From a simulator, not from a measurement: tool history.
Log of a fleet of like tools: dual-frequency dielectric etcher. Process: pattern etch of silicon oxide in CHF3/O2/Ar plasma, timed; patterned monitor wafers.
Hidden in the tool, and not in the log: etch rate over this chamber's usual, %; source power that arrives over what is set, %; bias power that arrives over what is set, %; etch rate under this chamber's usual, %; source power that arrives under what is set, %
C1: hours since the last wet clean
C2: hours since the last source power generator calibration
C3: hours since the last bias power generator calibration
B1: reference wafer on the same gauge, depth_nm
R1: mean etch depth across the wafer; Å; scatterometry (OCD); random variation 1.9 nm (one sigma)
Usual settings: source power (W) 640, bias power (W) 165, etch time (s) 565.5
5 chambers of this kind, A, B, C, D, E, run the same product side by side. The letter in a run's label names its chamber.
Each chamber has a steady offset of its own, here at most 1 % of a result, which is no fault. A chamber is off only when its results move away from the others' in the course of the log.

{"run": "1A", "hour": 6.9, "source power (W)": 640, "bias power (W)": 165, "etch time (s)": 565.5, "C1": 565.2, "C2": 1258.8, "C3": 1816.9, "B1": 1010.4, "R1": 11220}
{"run": "2D", "hour": 12.5, "source power (W)": 640, "bias power (W)": 165, "etch time (s)": 565.5, "C1": 143.6, "C2": 182.6, "C3": 1558.2, "B1": 1010.1, "R1": 11163}
{"hour": 15.4, "done": "chamber C: source power generator calibrated"}
{"run": "3B", "hour": 18.2, "source power (W)": 640, "bias power (W)": 165, "etch time (s)": 565.5, "C1": 163.7, "C2": 284, "C3": 1596.2, "B1": 1010.6, "R1": 11059}
{"run": "4C", "hour": 22.5, "source power (W)": 640, "bias power (W)": 165, "etch time (s)": 565.5, "C1": 514.5, "C2": 7.1, "C3": 1742.3, "B1": 1010.5, "R1": 11241}
{"run": "5E", "hour": 27.6, "source power (W)": 640, "bias power (W)": 165, "etch time (s)": 565.5, "C1": 363.8, "C2": 347.2, "C3": 1261.9, "B1": 1011.1, "R1": 11205}
{"run": "6B", "hour": 31.3, "source power (W)": 640, "bias power (W)": 165, "etch time (s)": 565.5, "C1": 176.8, "C2": 297.1, "C3": 1609.3, "B1": 1011.8, "R1": 11093}
{"run": "7D", "hour": 37.3, "source power (W)": 640, "bias power (W)": 165, "etch time (s)": 565.5, "C1": 168.4, "C2": 207.4, "C3": 1583, "B1": 1011, "R1": 11236}
{"run": "8C", "hour": 41.6, "source power (W)": 640, "bias power (W)": 165, "etch time (s)": 565.5, "C1": 533.6, "C2": 26.2, "C3": 1761.4, "B1": 1011.7, "R1": 11272}
{"hour": 49.0, "done": "chamber A: wet clean of the chamber"}
{"run": "9E", "hour": 49.1, "source power (W)": 640, "bias power (W)": 165, "etch time (s)": 443.5, "C1": 385.3, "C2": 368.7, "C3": 1283.4, "B1": 1011.9, "R1": 8787.5}
{"run": "10A", "hour": 55.3, "source power (W)": 640, "bias power (W)": 165, "etch time (s)": 443.5, "C1": 6.4, "C2": 1307.2, "C3": 1865.3, "B1": 1012.3, "R1": 8767.4}
{"run": "11A", "hour": 58.7, "source power (W)": 640, "bias power (W)": 165, "etch time (s)": 443.5, "C1": 9.8, "C2": 1310.6, "C3": 1868.7, "B1": 1012.9, "R1": 8793.6}
{"run": "12B", "hour": 63.1, "source power (W)": 640, "bias power (W)": 165, "etch time (s)": 443.5, "C1": 208.6, "C2": 328.9, "C3": 1641.1, "B1": 1013, "R1": 8714.1}
{"run": "13C", "hour": 67.7, "source power (W)": 640, "bias power (W)": 165, "etch time (s)": 443.5, "C1": 559.7, "C2": 52.3, "C3": 1787.5, "B1": 1013.5, "R1": 8837.2}
{"run": "14E", "hour": 72.7, "source power (W)": 640, "bias power (W)": 165, "etch time (s)": 565.5, "C1": 408.9, "C2": 392.3, "C3": 1307, "B1": 1013.1, "R1": 11255}
{"run": "15D", "hour": 77.4, "source power (W)": 640, "bias power (W)": 127, "etch time (s)": 565.5, "C1": 208.5, "C2": 247.5, "C3": 1623.1, "B1": 1013.7, "R1": 10320}
{"run": "16A", "hour": 82.0, "source power (W)": 640, "bias power (W)": 127, "etch time (s)": 565.5, "C1": 33.1, "C2": 1333.9, "C3": 1892, "B1": 1013.8, "R1": 10313}
{"run": "17E", "hour": 86.3, "source power (W)": 640, "bias power (W)": 127, "etch time (s)": 565.5, "C1": 422.5, "C2": 405.9, "C3": 1320.6, "B1": 1014, "R1": 10304}
{"run": "18D", "hour": 93.2, "source power (W)": 640, "bias power (W)": 127, "etch time (s)": 565.5, "C1": 224.3, "C2": 263.3, "C3": 1638.9, "B1": 1014.1, "R1": 10367}
{"run": "19C", "hour": 98.5, "source power (W)": 640, "bias power (W)": 127, "etch time (s)": 565.5, "C1": 590.5, "C2": 83.1, "C3": 1818.3, "B1": 1014.5, "R1": 10381}
{"run": "20B", "hour": 101.9, "source power (W)": 640, "bias power (W)": 165, "etch time (s)": 565.5, "C1": 247.4, "C2": 367.7, "C3": 1679.9, "B1": 1014.4, "R1": 11144}
{"run": "21A", "hour": 105.9, "source power (W)": 530, "bias power (W)": 165, "etch time (s)": 565.5, "C1": 57, "C2": 1357.8, "C3": 1915.9, "B1": 1014.6, "R1": 10434}
{"run": "22E", "hour": 111.6, "source power (W)": 530, "bias power (W)": 165, "etch time (s)": 565.5, "C1": 447.8, "C2": 431.2, "C3": 1345.9, "B1": 1014.4, "R1": 10450}
{"run": "23D", "hour": 118.7, "source power (W)": 530, "bias power (W)": 165, "etch time (s)": 565.5, "C1": 249.8, "C2": 288.8, "C3": 1664.4, "B1": 1015.3, "R1": 10444}
{"run": "24B", "hour": 122.1, "source power (W)": 530, "bias power (W)": 165, "etch time (s)": 565.5, "C1": 267.6, "C2": 387.9, "C3": 1700.1, "B1": 1015.8, "R1": 10337}
{"run": "25C", "hour": 126.1, "source power (W)": 530, "bias power (W)": 165, "etch time (s)": 565.5, "C1": 618.1, "C2": 110.7, "C3": 1845.9, "B1": 1015.6, "R1": 10499}
{"run": "26E", "hour": 132.0, "source power (W)": 640, "bias power (W)": 165, "etch time (s)": 565.5, "C1": 468.2, "C2": 451.6, "C3": 1366.3, "B1": 1015.6, "R1": 11278}
{"run": "27D", "hour": 137.2, "source power (W)": 640, "bias power (W)": 165, "etch time (s)": 565.5, "C1": 268.3, "C2": 307.3, "C3": 1682.9, "B1": 1015.7, "R1": 11238}
{"run": "28C", "hour": 140.7, "source power (W)": 640, "bias power (W)": 165, "etch time (s)": 565.5, "C1": 632.7, "C2": 125.3, "C3": 1860.5, "B1": 1016, "R1": 11288}
{"run": "29B", "hour": 145.7, "source power (W)": 640, "bias power (W)": 165, "etch time (s)": 565.5, "C1": 291.2, "C2": 411.5, "C3": 1723.7, "B1": 1016.7, "R1": 11160}
{"run": "30A", "hour": 150.4, "source power (W)": 640, "bias power (W)": 194, "etch time (s)": 672.5, "C1": 101.5, "C2": 1402.3, "C3": 1960.4, "B1": 1016.8, "R1": 14114}
{"run": "31E", "hour": 157.4, "source power (W)": 640, "bias power (W)": 194, "etch time (s)": 672.5, "C1": 493.6, "C2": 477, "C3": 1391.7, "B1": 1017.3, "R1": 14153}

Next, every chamber runs the same settings. What will each give?
{"run": "32A", "hour": 163.0, "source power (W)": 640, "bias power (W)": 165, "etch time (s)": 565.5, "R1": "?"}
{"run": "32B", "hour": 163.0, "source power (W)": 640, "bias power (W)": 165, "etch time (s)": 565.5, "R1": "?"}
{"run": "32C", "hour": 163.0, "source power (W)": 640, "bias power (W)": 165, "etch time (s)": 565.5, "R1": "?"}
{"run": "32D", "hour": 163.0, "source power (W)": 640, "bias power (W)": 165, "etch time (s)": 565.5, "R1": "?"}
{"run": "32E", "hour": 163.0, "source power (W)": 640, "bias power (W)": 165, "etch time (s)": 565.5, "R1": "?"}

run=32A R1=11215
run=32B R1=11178
run=32C R1=11329
run=32D R1=11296
run=32E R1=11238

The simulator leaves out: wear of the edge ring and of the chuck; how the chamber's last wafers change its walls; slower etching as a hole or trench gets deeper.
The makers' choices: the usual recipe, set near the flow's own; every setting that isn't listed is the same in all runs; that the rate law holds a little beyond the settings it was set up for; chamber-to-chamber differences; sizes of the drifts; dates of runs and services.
